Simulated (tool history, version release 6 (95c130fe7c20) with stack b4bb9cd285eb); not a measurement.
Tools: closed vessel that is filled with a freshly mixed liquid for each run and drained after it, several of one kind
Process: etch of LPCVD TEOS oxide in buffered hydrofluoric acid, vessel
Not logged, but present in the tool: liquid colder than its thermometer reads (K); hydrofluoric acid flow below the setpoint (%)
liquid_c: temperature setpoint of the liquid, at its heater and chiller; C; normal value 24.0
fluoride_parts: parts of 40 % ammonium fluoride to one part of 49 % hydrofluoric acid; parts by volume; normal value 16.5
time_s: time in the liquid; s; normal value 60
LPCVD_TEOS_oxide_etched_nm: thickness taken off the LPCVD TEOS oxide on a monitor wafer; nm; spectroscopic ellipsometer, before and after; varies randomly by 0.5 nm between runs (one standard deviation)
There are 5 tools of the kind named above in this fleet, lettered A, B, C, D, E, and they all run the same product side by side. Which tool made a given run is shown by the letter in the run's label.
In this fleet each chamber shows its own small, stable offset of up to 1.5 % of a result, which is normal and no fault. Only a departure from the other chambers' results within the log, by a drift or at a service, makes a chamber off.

run   hour  liquid_c  fluoride_parts  time_s  hours since the thermometer was replaced  hours since the hydrofluoric acid flow meter was replaced  read-back film thickness of the LPCVD TEOS oxide reference wafer, read on the same gauge (nm)  LPCVD_TEOS_oxide_etched_nm
       3.4  -- chamber E: thermometer replaced
 1B    7.4      24.0            16.5      60                                     991.0                                                     1768.6                                                                                         90.013                      79.978
 2A   16.3      24.0            16.5      60                                     366.7                                                     1514.8                                                                                         89.969                      80.293
 3C   25.4      24.0            16.5      60                                     246.6                                                       32.7                                                                                         89.988                      79.968
 4D   30.6      24.0            16.5      60                                    2328.7                                                      964.1                                                                                         90.029                      79.867
      37.3  -- chamber B: hydrofluoric acid flow meter replaced
 5E   38.0      26.5            14.5      60                                      34.6                                                      696.4                                                                                         90.032                     104.430
 6A   47.6      26.5            14.5      60                                     398.0                                                     1546.1                                                                                         90.011                     104.440
 7B   56.7      26.5            14.5      60                                    1040.3                                                       19.4                                                                                         89.977                     104.470
 8C   66.3      26.5            14.5      60                                     287.5                                                       73.6                                                                                         89.987                     105.290
 9E   71.4      26.5            14.5      60                                      68.0                                                      729.8                                                                                         90.010                     105.610
10D   78.9      24.0            16.5      60                                    2377.0                                                     1012.4                                                                                         89.990                      79.595
11D   87.5      24.0            16.5      60                                    2385.6                                                     1021.0                                                                                         90.025                      80.321
12B   95.7      24.0            16.5      60                                    1079.3                                                       58.4                                                                                         89.979                      80.903
13E  105.1      24.0            16.5      60                                     101.7                                                      763.5                                                                                         90.017                      80.905
14C  110.5      24.0            16.5      60                                     331.7                                                      117.8                                                                                         90.011                      80.792
15A  117.6      24.0            16.5      60                                     468.0                                                     1616.1                                                                                         90.024                      79.951
16E  123.3      24.0            16.5      60                                     119.9                                                      781.7                                                                                         90.017                      80.528
17D  130.7      24.0            12.5      85                                    2428.8                                                     1064.2                                                                                         90.021                     147.890
18C  135.2      24.0            12.5      85                                     356.4                                                      142.5                                                                                         89.973                     150.100
19B  140.7      24.0            12.5      85                                    1124.3                                                      103.4                                                                                         89.983                     152.590
20A  147.5      24.0            12.5      85                                     497.9                                                     1646.0                                                                                         89.988                     150.450
21B  153.2      24.0            12.5      85                                    1136.8                                                      115.9                                                                                         90.007                     150.870
     154.4  -- chamber A: thermometer replaced
22E  160.7      24.0            16.5      60                                     157.3                                                      819.1                                                                                         89.985                      80.837
23D  168.2      24.0            16.5      60                                    2466.3                                                     1101.7                                                                                         90.016                      80.079
24A  173.8      24.0            20.0      60                                      19.5                                                     1672.3                                                                                         90.030                      66.845
25C  180.9      24.0            20.0      60                                     402.1                                                      188.2                                                                                         89.982                      65.879
26A  190.1      24.0            20.0      60                                      35.8                                                     1688.6                                                                                         89.977                      67.217
27D  199.1      24.0            20.0      60                                    2497.2                                                     1132.6                                                                                         89.980                      66.139
28C  207.4      24.0            20.0      60                                     428.6                                                      214.7                                                                                         89.976                      66.662
29E  215.9      24.0            16.5      60                                     212.5                                                      874.3                                                                                         89.993                      81.612
30B  221.5      24.0            16.5      60                                    1205.1                                                      184.2                                                                                         89.999                      80.501
31C  226.8      24.0            16.5      60                                     448.0                                                      234.1                                                                                         89.966                      80.647
32A  234.7      24.0            16.5      60                                      80.4                                                     1733.2                                                                                         90.009                      79.852
33D  239.7      24.0            16.5      60                                    2537.8                                                     1173.2                                                                                         89.966                      78.978
34E  246.3      24.0            16.5      60                                     242.9                                                      904.7                                                                                         89.957                      81.708
35B  252.9      24.0            16.5      60                                    1236.5                                                      215.6                                                                                         90.003                      81.165
36E  261.1      24.0            16.5      60                                     257.7                                                      919.5                                                                                         90.023                      80.376
37D  265.2      24.0            16.5      60                                    2563.3                                                     1198.7                                                                                         90.012                      79.818
38B  273.9      19.0            12.0      60                                    1257.5                                                      236.6                                                                                         89.997                      84.443
39C  278.4      19.0            12.0      60                                     499.6                                                      285.7                                                                                         90.008                      83.086
40A  284.3      19.0            12.0      60                                     130.0                                                     1782.8                                                                                         90.016                      84.136
41C  288.7      19.0            12.0      60                                     509.9                                                      296.0                                                                                         90.004                      81.744
42D  295.9      19.0            12.0      60                                    2594.0                                                     1229.4                                                                                         90.016                      82.553

All 5 chambers run these settings next. Forecast each chamber's results:
43A  302.7      24.0            16.5      60                                                                                                                                                                                                                               ?
43B  302.7      24.0            16.5      60                                                                                                                                                                                                                               ?
43C  302.7      24.0            16.5      60                                                                                                                                                                                                                               ?
43D  302.7      24.0            16.5      60                                                                                                                                                                                                                               ?
43E  302.7      24.0            16.5      60                                                                                                                                                                                                                               ?

run  LPCVD_TEOS_oxide_etched_nm
43A                      80.924
43B                      79.928
43C                      81.017
43D                      79.054
43E                      80.006
